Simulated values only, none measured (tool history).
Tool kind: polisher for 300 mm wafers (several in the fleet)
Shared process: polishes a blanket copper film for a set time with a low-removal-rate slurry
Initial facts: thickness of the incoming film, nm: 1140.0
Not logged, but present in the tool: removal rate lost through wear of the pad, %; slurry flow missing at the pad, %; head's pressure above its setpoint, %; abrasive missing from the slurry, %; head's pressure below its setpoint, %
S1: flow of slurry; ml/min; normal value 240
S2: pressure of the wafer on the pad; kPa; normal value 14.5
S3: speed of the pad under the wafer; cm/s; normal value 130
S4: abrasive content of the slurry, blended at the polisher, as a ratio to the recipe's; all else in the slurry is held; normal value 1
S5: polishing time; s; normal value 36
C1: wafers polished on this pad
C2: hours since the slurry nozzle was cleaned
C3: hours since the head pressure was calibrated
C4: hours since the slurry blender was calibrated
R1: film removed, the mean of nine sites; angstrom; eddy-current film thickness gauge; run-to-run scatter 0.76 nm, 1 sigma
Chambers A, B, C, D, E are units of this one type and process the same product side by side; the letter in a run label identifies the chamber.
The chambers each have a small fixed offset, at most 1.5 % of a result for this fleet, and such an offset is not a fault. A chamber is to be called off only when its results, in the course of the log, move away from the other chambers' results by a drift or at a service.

{"day": 0.104, "done": "chamber E: worn pad replaced by a new one"}
{"day": 0.175, "done": "chamber B: slurry blender recalibrated"}
{"run": "1D", "day": 0.3, "S1": 240, "S2": 14.5, "S3": 130, "S4": 1, "S5": 36, "C1": 404, "C2": 324.0, "C3": 803.8, "C4": 375.8, "R1": 825.06}
{"day": 0.412, "done": "chamber D: slurry blender recalibrated"}
{"day": 0.546, "done": "chamber D: slurry nozzle cleaned"}
{"run": "2E", "day": 0.592, "S1": 240, "S2": 14.5, "S3": 130, "S4": 1, "S5": 36, "C1": 75, "C2": 141.6, "C3": 317.0, "C4": 181.3, "R1": 816.74}
{"day": 0.821, "done": "chamber B: head pressure recalibrated"}
{"run": "3B", "day": 0.883, "S1": 240, "S2": 14.5, "S3": 130, "S4": 1, "S5": 36, "C1": 616, "C2": 574.8, "C3": 1.5, "C4": 17.1, "R1": 837.62}
{"run": "4A", "day": 1.154, "S1": 240, "S2": 14.5, "S3": 130, "S4": 1, "S5": 36, "C1": 376, "C2": 782.4, "C3": 670.8, "C4": 37.3, "R1": 820.68}
{"day": 1.221, "done": "chamber B: slurry nozzle cleaned"}
{"run": "5C", "day": 1.621, "S1": 240, "S2": 14.5, "S3": 130, "S4": 1, "S5": 36, "C1": 616, "C2": 108.0, "C3": 308.5, "C4": 354.1, "R1": 830.51}
{"day": 1.646, "done": "chamber D: worn pad replaced by a new one"}
{"day": 1.783, "done": "chamber D: head pressure recalibrated"}
{"run": "6A", "day": 2.067, "S1": 240, "S2": 14.5, "S3": 130, "S4": 1, "S5": 36, "C1": 518, "C2": 804.3, "C3": 692.7, "C4": 59.2, "R1": 820.84}
{"day": 2.212, "done": "chamber E: slurry blender recalibrated"}
{"run": "7C", "day": 2.462, "S1": 240, "S2": 14.5, "S3": 130, "S4": 1, "S5": 36, "C1": 747, "C2": 128.2, "C3": 328.7, "C4": 374.3, "R1": 824.06}
{"run": "8B", "day": 2.746, "S1": 240, "S2": 14.5, "S3": 130, "S4": 1, "S5": 36, "C1": 906, "C2": 36.7, "C3": 46.2, "C4": 61.8, "R1": 836.27}
{"day": 2.908, "done": "chamber A: slurry nozzle cleaned"}
{"run": "9D", "day": 3.179, "S1": 240, "S2": 14.5, "S3": 130, "S4": 1, "S5": 36, "C1": 238, "C2": 63.2, "C3": 33.6, "C4": 66.5, "R1": 827.55}
{"run": "10E", "day": 3.433, "S1": 240, "S2": 14.5, "S3": 130, "S4": 1, "S5": 36, "C1": 517, "C2": 209.8, "C3": 385.2, "C4": 29.4, "R1": 813.2}
{"run": "11D", "day": 3.792, "S1": 240, "S2": 14.5, "S3": 170, "S4": 1, "S5": 36, "C1": 333, "C2": 77.9, "C3": 48.3, "C4": 81.2, "R1": 1083.7}
{"day": 3.996, "done": "chamber C: worn pad replaced by a new one"}
{"run": "12A", "day": 4.071, "S1": 240, "S2": 14.5, "S3": 170, "S4": 1, "S5": 36, "C1": 830, "C2": 27.9, "C3": 740.8, "C4": 107.3, "R1": 1075.4}
{"run": "13E", "day": 4.321, "S1": 240, "S2": 14.5, "S3": 170, "S4": 1, "S5": 36, "C1": 655, "C2": 231.1, "C3": 406.5, "C4": 50.7, "R1": 1060.1}
{"run": "14C", "day": 4.8, "S1": 240, "S2": 14.5, "S3": 170, "S4": 1, "S5": 36, "C1": 125, "C2": 184.3, "C3": 384.8, "C4": 430.4, "R1": 1074.9}
{"day": 4.833, "done": "chamber D: worn pad replaced by a new one"}
{"day": 5.012, "done": "chamber C: slurry blender recalibrated"}
{"day": 5.192, "done": "chamber A: worn pad replaced by a new one"}
{"run": "15B", "day": 5.233, "S1": 240, "S2": 14.5, "S3": 170, "S4": 1, "S5": 36, "C1": 1293, "C2": 96.4, "C3": 105.9, "C4": 121.5, "R1": 1062.3}
{"run": "16C", "day": 5.492, "S1": 240, "S2": 14.5, "S3": 130, "S4": 1, "S5": 36, "C1": 232, "C2": 200.9, "C3": 401.4, "C4": 11.5, "R1": 823.26}
{"run": "17A", "day": 5.854, "S1": 240, "S2": 14.5, "S3": 130, "S4": 1, "S5": 36, "C1": 103, "C2": 70.7, "C3": 783.6, "C4": 150.1, "R1": 829.48}
{"run": "18D", "day": 6.112, "S1": 240, "S2": 14.5, "S3": 174, "S4": 1, "S5": 36, "C1": 199, "C2": 133.6, "C3": 104.0, "C4": 136.9, "R1": 1114.5}
{"run": "19E", "day": 6.483, "S1": 240, "S2": 14.5, "S3": 174, "S4": 1, "S5": 36, "C1": 992, "C2": 283.0, "C3": 458.4, "C4": 102.6, "R1": 1076.7}
{"run": "20B", "day": 6.925, "S1": 240, "S2": 14.5, "S3": 174, "S4": 1, "S5": 36, "C1": 1556, "C2": 137.0, "C3": 146.5, "C4": 162.1, "R1": 1077.0}
{"day": 7.017, "done": "chamber E: slurry nozzle cleaned"}
{"run": "21D", "day": 7.275, "S1": 240, "S2": 14.5, "S3": 174, "S4": 1, "S5": 36, "C1": 380, "C2": 161.5, "C3": 131.9, "C4": 164.8, "R1": 1112.1}
{"run": "22B", "day": 7.671, "S1": 240, "S2": 14.5, "S3": 174, "S4": 1, "S5": 36, "C1": 1672, "C2": 154.9, "C3": 164.4, "C4": 180.0, "R1": 1090.3}
{"run": "23A", "day": 8.1, "S1": 240, "S2": 14.5, "S3": 130, "S4": 1, "S5": 36, "C1": 453, "C2": 124.6, "C3": 837.5, "C4": 204.0, "R1": 819.59}
{"run": "24E", "day": 8.588, "S1": 240, "S2": 14.5, "S3": 130, "S4": 1, "S5": 36, "C1": 1319, "C2": 37.8, "C3": 508.9, "C4": 153.1, "R1": 811.92}
{"day": 8.779, "done": "chamber D: worn pad replaced by a new one"}
{"run": "25C", "day": 9.017, "S1": 240, "S2": 14.5, "S3": 130, "S4": 1, "S5": 36, "C1": 781, "C2": 285.5, "C3": 486.0, "C4": 96.1, "R1": 833.94}
{"run": "26E", "day": 9.433, "S1": 240, "S2": 14.5, "S3": 130, "S4": 1, "S5": 36, "C1": 1451, "C2": 58.1, "C3": 529.2, "C4": 173.4, "R1": 830.39}
{"run": "27B", "day": 9.85, "S1": 240, "S2": 14.5, "S3": 130, "S4": 1, "S5": 36, "C1": 2011, "C2": 207.2, "C3": 216.7, "C4": 232.3, "R1": 806.07}
{"run": "28C", "day": 10.288, "S1": 240, "S2": 14.5, "S3": 130, "S4": 1, "S5": 36, "C1": 978, "C2": 316.0, "C3": 516.5, "C4": 126.6, "R1": 823.66}
{"day": 10.421, "done": "chamber E: worn pad replaced by a new one"}
{"run": "29D", "day": 10.754, "S1": 240, "S2": 14.5, "S3": 130, "S4": 1, "S5": 36, "C1": 307, "C2": 245.0, "C3": 215.4, "C4": 248.3, "R1": 822.47}
{"day": 10.875, "done": "chamber A: worn pad replaced by a new one"}
{"run": "30A", "day": 10.979, "S1": 240, "S2": 14.5, "S3": 130, "S4": 1, "S5": 36, "C1": 16, "C2": 193.7, "C3": 906.6, "C4": 273.1, "R1": 828.13}
{"run": "31E", "day": 11.258, "S1": 240, "S2": 14.5, "S3": 130, "S4": 1, "S5": 36, "C1": 130, "C2": 101.9, "C3": 573.0, "C4": 217.2, "R1": 811.21}
{"day": 11.433, "done": "chamber C: worn pad replaced by a new one"}
{"run": "32D", "day": 11.671, "S1": 240, "S2": 17.2, "S3": 130, "S4": 1, "S5": 36, "C1": 450, "C2": 267.0, "C3": 237.4, "C4": 270.3, "R1": 988.7}
{"run": "33C", "day": 11.908, "S1": 240, "S2": 17.2, "S3": 130, "S4": 1, "S5": 36, "C1": 73, "C2": 354.9, "C3": 555.4, "C4": 165.5, "R1": 987.5}
{"run": "34B", "day": 12.142, "S1": 240, "S2": 17.2, "S3": 130, "S4": 1, "S5": 36, "C1": 2368, "C2": 262.2, "C3": 271.7, "C4": 287.3, "R1": 957.68}
{"run": "35A", "day": 12.354, "S1": 240, "S2": 17.2, "S3": 130, "S4": 1, "S5": 36, "C1": 230, "C2": 226.7, "C3": 939.6, "C4": 306.1, "R1": 982.77}
{"day": 12.688, "done": "chamber D: worn pad replaced by a new one"}
{"run": "36D", "day": 12.721, "S1": 240, "S2": 17.2, "S3": 130, "S4": 1, "S5": 36, "C1": 5, "C2": 292.2, "C3": 262.6, "C4": 295.5, "R1": 990.25}
{"day": 12.738, "done": "chamber E: slurry blender recalibrated"}
{"run": "37A", "day": 13.088, "S1": 240, "S2": 14.5, "S3": 130, "S4": 1, "S5": 36, "C1": 344, "C2": 244.3, "C3": 957.2, "C4": 323.7, "R1": 818.45}
{"run": "38C", "day": 13.508, "S1": 240, "S2": 14.5, "S3": 130, "S4": 1, "S5": 36, "C1": 322, "C2": 393.3, "C3": 593.8, "C4": 203.9, "R1": 821.91}
{"run": "39B", "day": 13.846, "S1": 240, "S2": 14.5, "S3": 130, "S4": 1, "S5": 36, "C1": 2633, "C2": 303.1, "C3": 312.6, "C4": 328.2, "R1": 791.26}
{"run": "40E", "day": 14.183, "S1": 240, "S2": 14.5, "S3": 130, "S4": 1, "S5": 36, "C1": 585, "C2": 172.1, "C3": 643.2, "C4": 34.7, "R1": 806.13}
{"run": "41A", "day": 14.458, "S1": 240, "S2": 14.5, "S3": 130, "S4": 1, "S5": 36, "C1": 557, "C2": 277.2, "C3": 990.1, "C4": 356.6, "R1": 815.89}
{"run": "42E", "day": 14.858, "S1": 240, "S2": 14.5, "S3": 130, "S4": 1, "S5": 36, "C1": 690, "C2": 188.3, "C3": 659.4, "C4": 50.9, "R1": 802.05}
{"run": "43D", "day": 15.238, "S1": 240, "S2": 14.5, "S3": 130, "S4": 1, "S5": 36, "C1": 396, "C2": 352.6, "C3": 323.0, "C4": 355.9, "R1": 831.1}

All chambers now run identical settings, listed one chamber a line with results as question marks. What results will each chamber show?
{"run": "44A", "day": 15.592, "S1": 240, "S2": 14.5, "S3": 130, "S4": 1, "S5": 36, "R1": "?"}
{"run": "44B", "day": 15.592, "S1": 240, "S2": 14.5, "S3": 130, "S4": 1, "S5": 36, "R1": "?"}
{"run": "44C", "day": 15.592, "S1": 240, "S2": 14.5, "S3": 130, "S4": 1, "S5": 36, "R1": "?"}
{"run": "44D", "day": 15.592, "S1": 240, "S2": 14.5, "S3": 130, "S4": 1, "S5": 36, "R1": "?"}
{"run": "44E", "day": 15.592, "S1": 240, "S2": 14.5, "S3": 130, "S4": 1, "S5": 36, "R1": "?"}

run=44A R1=827.95
run=44B R1=785.78
run=44C R1=833.38
run=44D R1=830.31
run=44E R1=814.04
